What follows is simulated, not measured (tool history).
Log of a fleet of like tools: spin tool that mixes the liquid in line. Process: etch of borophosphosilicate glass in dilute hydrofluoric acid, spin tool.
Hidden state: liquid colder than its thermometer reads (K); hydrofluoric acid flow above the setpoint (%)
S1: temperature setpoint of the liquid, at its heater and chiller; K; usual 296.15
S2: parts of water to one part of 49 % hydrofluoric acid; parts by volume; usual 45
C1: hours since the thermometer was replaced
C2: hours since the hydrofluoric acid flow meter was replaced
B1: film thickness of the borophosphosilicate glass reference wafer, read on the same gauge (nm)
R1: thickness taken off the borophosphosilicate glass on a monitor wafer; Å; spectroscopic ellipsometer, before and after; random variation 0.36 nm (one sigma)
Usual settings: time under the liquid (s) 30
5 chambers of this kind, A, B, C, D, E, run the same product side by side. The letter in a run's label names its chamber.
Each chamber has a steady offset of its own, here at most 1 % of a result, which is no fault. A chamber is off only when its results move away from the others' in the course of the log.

{"run": "1D", "hour": 4.4, "S1": 296.15, "S2": 45, "time under the liquid (s)": 30, "C1": 2209.9, "C2": 547.5, "B1": 110.02, "R1": 419.98}
{"run": "2B", "hour": 9.2, "S1": 296.15, "S2": 45, "time under the liquid (s)": 30, "C1": 2222.0, "C2": 93.5, "B1": 110.01, "R1": 425.52}
{"hour": 9.3, "done": "chamber B: thermometer replaced"}
{"run": "3C", "hour": 17.1, "S1": 296.15, "S2": 45, "time under the liquid (s)": 30, "C1": 353.2, "C2": 306.6, "B1": 109.98, "R1": 414.81}
{"run": "4A", "hour": 22.7, "S1": 296.15, "S2": 45, "time under the liquid (s)": 30, "C1": 116.4, "C2": 249.6, "B1": 110.0, "R1": 429.23}
{"run": "5E", "hour": 30.4, "S1": 296.15, "S2": 45, "time under the liquid (s)": 30, "C1": 185.3, "C2": 461.0, "B1": 110.01, "R1": 421.23}
{"run": "6B", "hour": 34.8, "S1": 296.15, "S2": 45, "time under the liquid (s)": 30, "C1": 25.5, "C2": 119.1, "B1": 110.03, "R1": 429.58}
{"run": "7C", "hour": 41.4, "S1": 296.15, "S2": 45, "time under the liquid (s)": 50, "C1": 377.5, "C2": 330.9, "B1": 109.98, "R1": 689.96}
{"run": "8E", "hour": 45.0, "S1": 296.15, "S2": 45, "time under the liquid (s)": 50, "C1": 199.9, "C2": 475.6, "B1": 110.01, "R1": 705.19}
{"run": "9D", "hour": 49.1, "S1": 296.15, "S2": 45, "time under the liquid (s)": 50, "C1": 2254.6, "C2": 592.2, "B1": 109.98, "R1": 686.27}
{"run": "10A", "hour": 54.0, "S1": 296.15, "S2": 45, "time under the liquid (s)": 50, "C1": 147.7, "C2": 280.9, "B1": 109.98, "R1": 707.7}
{"run": "11B", "hour": 60.5, "S1": 296.15, "S2": 45, "time under the liquid (s)": 50, "C1": 51.2, "C2": 144.8, "B1": 110.01, "R1": 712.29}
{"run": "12E", "hour": 64.9, "S1": 296.15, "S2": 45, "time under the liquid (s)": 30, "C1": 219.8, "C2": 495.5, "B1": 109.99, "R1": 419.47}
{"run": "13D", "hour": 70.7, "S1": 296.15, "S2": 45, "time under the liquid (s)": 15, "C1": 2276.2, "C2": 613.8, "B1": 110.0, "R1": 208.9}
{"run": "14A", "hour": 78.0, "S1": 296.15, "S2": 45, "time under the liquid (s)": 15, "C1": 171.7, "C2": 304.9, "B1": 109.98, "R1": 212.6}
{"run": "15C", "hour": 83.0, "S1": 296.15, "S2": 45, "time under the liquid (s)": 15, "C1": 419.1, "C2": 372.5, "B1": 110.03, "R1": 212.71}
{"run": "16C", "hour": 87.2, "S1": 296.15, "S2": 45, "time under the liquid (s)": 15, "C1": 423.3, "C2": 376.7, "B1": 110.01, "R1": 215.4}
{"run": "17E", "hour": 93.5, "S1": 296.15, "S2": 45, "time under the liquid (s)": 15, "C1": 248.4, "C2": 524.1, "B1": 110.01, "R1": 213.44}
{"run": "18B", "hour": 98.8, "S1": 296.15, "S2": 45, "time under the liquid (s)": 30, "C1": 89.5, "C2": 183.1, "B1": 109.99, "R1": 426.44}
{"run": "19D", "hour": 106.3, "S1": 296.15, "S2": 45, "time under the liquid (s)": 30, "C1": 2311.8, "C2": 649.4, "B1": 109.99, "R1": 423.21}
{"run": "20A", "hour": 111.9, "S1": 293.15, "S2": 45, "time under the liquid (s)": 30, "C1": 205.6, "C2": 338.8, "B1": 110.02, "R1": 365.53}
{"hour": 115.7, "done": "chamber D: thermometer replaced"}
{"run": "21E", "hour": 116.6, "S1": 293.15, "S2": 45, "time under the liquid (s)": 30, "C1": 271.5, "C2": 547.2, "B1": 110.0, "R1": 370.82}
{"run": "22D", "hour": 121.9, "S1": 293.15, "S2": 45, "time under the liquid (s)": 30, "C1": 6.2, "C2": 665.0, "B1": 110.0, "R1": 368.34}
{"run": "23C", "hour": 126.5, "S1": 293.15, "S2": 45, "time under the liquid (s)": 30, "C1": 462.6, "C2": 416.0, "B1": 110.0, "R1": 383.53}
{"run": "24B", "hour": 130.4, "S1": 293.15, "S2": 45, "time under the liquid (s)": 30, "C1": 121.1, "C2": 214.7, "B1": 110.0, "R1": 377.72}
{"run": "25A", "hour": 134.7, "S1": 296.15, "S2": 55, "time under the liquid (s)": 15, "C1": 228.4, "C2": 361.6, "B1": 110.0, "R1": 170.37}
{"run": "26B", "hour": 139.2, "S1": 296.15, "S2": 55, "time under the liquid (s)": 15, "C1": 129.9, "C2": 223.5, "B1": 110.02, "R1": 170.79}
{"run": "27A", "hour": 144.8, "S1": 296.15, "S2": 55, "time under the liquid (s)": 15, "C1": 238.5, "C2": 371.7, "B1": 110.0, "R1": 171.33}
{"run": "28C", "hour": 150.8, "S1": 296.15, "S2": 55, "time under the liquid (s)": 15, "C1": 486.9, "C2": 440.3, "B1": 109.98, "R1": 177.71}
{"run": "29E", "hour": 154.5, "S1": 296.15, "S2": 55, "time under the liquid (s)": 15, "C1": 309.4, "C2": 585.1, "B1": 109.98, "R1": 167.44}
{"run": "30D", "hour": 159.2, "S1": 296.15, "S2": 45, "time under the liquid (s)": 30, "C1": 43.5, "C2": 702.3, "B1": 110.02, "R1": 417.08}
{"run": "31D", "hour": 164.7, "S1": 296.15, "S2": 45, "time under the liquid (s)": 30, "C1": 49.0, "C2": 707.8, "B1": 109.98, "R1": 417.8}
{"run": "32E", "hour": 170.1, "S1": 296.15, "S2": 45, "time under the liquid (s)": 30, "C1": 325.0, "C2": 600.7, "B1": 110.0, "R1": 423.89}
{"run": "33B", "hour": 175.5, "S1": 296.15, "S2": 45, "time under the liquid (s)": 30, "C1": 166.2, "C2": 259.8, "B1": 109.99, "R1": 425.49}
{"hour": 180.5, "done": "chamber A: hydrofluoric acid flow meter replaced"}
{"run": "34A", "hour": 180.9, "S1": 296.15, "S2": 45, "time under the liquid (s)": 30, "C1": 274.6, "C2": 0.4, "B1": 110.01, "R1": 424.9}
{"run": "35C", "hour": 188.0, "S1": 292.15, "S2": 65, "time under the liquid (s)": 30, "C1": 524.1, "C2": 477.5, "B1": 109.97, "R1": 250.71}
{"run": "36E", "hour": 194.2, "S1": 292.15, "S2": 65, "time under the liquid (s)": 30, "C1": 349.1, "C2": 624.8, "B1": 110.0, "R1": 239.18}
{"run": "37C", "hour": 200.1, "S1": 292.15, "S2": 65, "time under the liquid (s)": 30, "C1": 536.2, "C2": 489.6, "B1": 109.96, "R1": 255.5}
{"run": "38A", "hour": 206.8, "S1": 292.15, "S2": 65, "time under the liquid (s)": 30, "C1": 300.5, "C2": 26.3, "B1": 110.02, "R1": 240.17}

Next, every chamber runs the same settings. What will each give?
{"run": "39A", "hour": 212.6, "S1": 296.15, "S2": 45, "time under the liquid (s)": 30, "R1": "?"}
{"run": "39B", "hour": 212.6, "S1": 296.15, "S2": 45, "time under the liquid (s)": 30, "R1": "?"}
{"run": "39C", "hour": 212.6, "S1": 296.15, "S2": 45, "time under the liquid (s)": 30, "R1": "?"}
{"run": "39D", "hour": 212.6, "S1": 296.15, "S2": 45, "time under the liquid (s)": 30, "R1": "?"}
{"run": "39E", "hour": 212.6, "S1": 296.15, "S2": 45, "time under the liquid (s)": 30, "R1": "?"}

run=39A R1=421.19
run=39B R1=422.10
run=39C R1=444.72
run=39D R1=416.81
run=39E R1=421.18

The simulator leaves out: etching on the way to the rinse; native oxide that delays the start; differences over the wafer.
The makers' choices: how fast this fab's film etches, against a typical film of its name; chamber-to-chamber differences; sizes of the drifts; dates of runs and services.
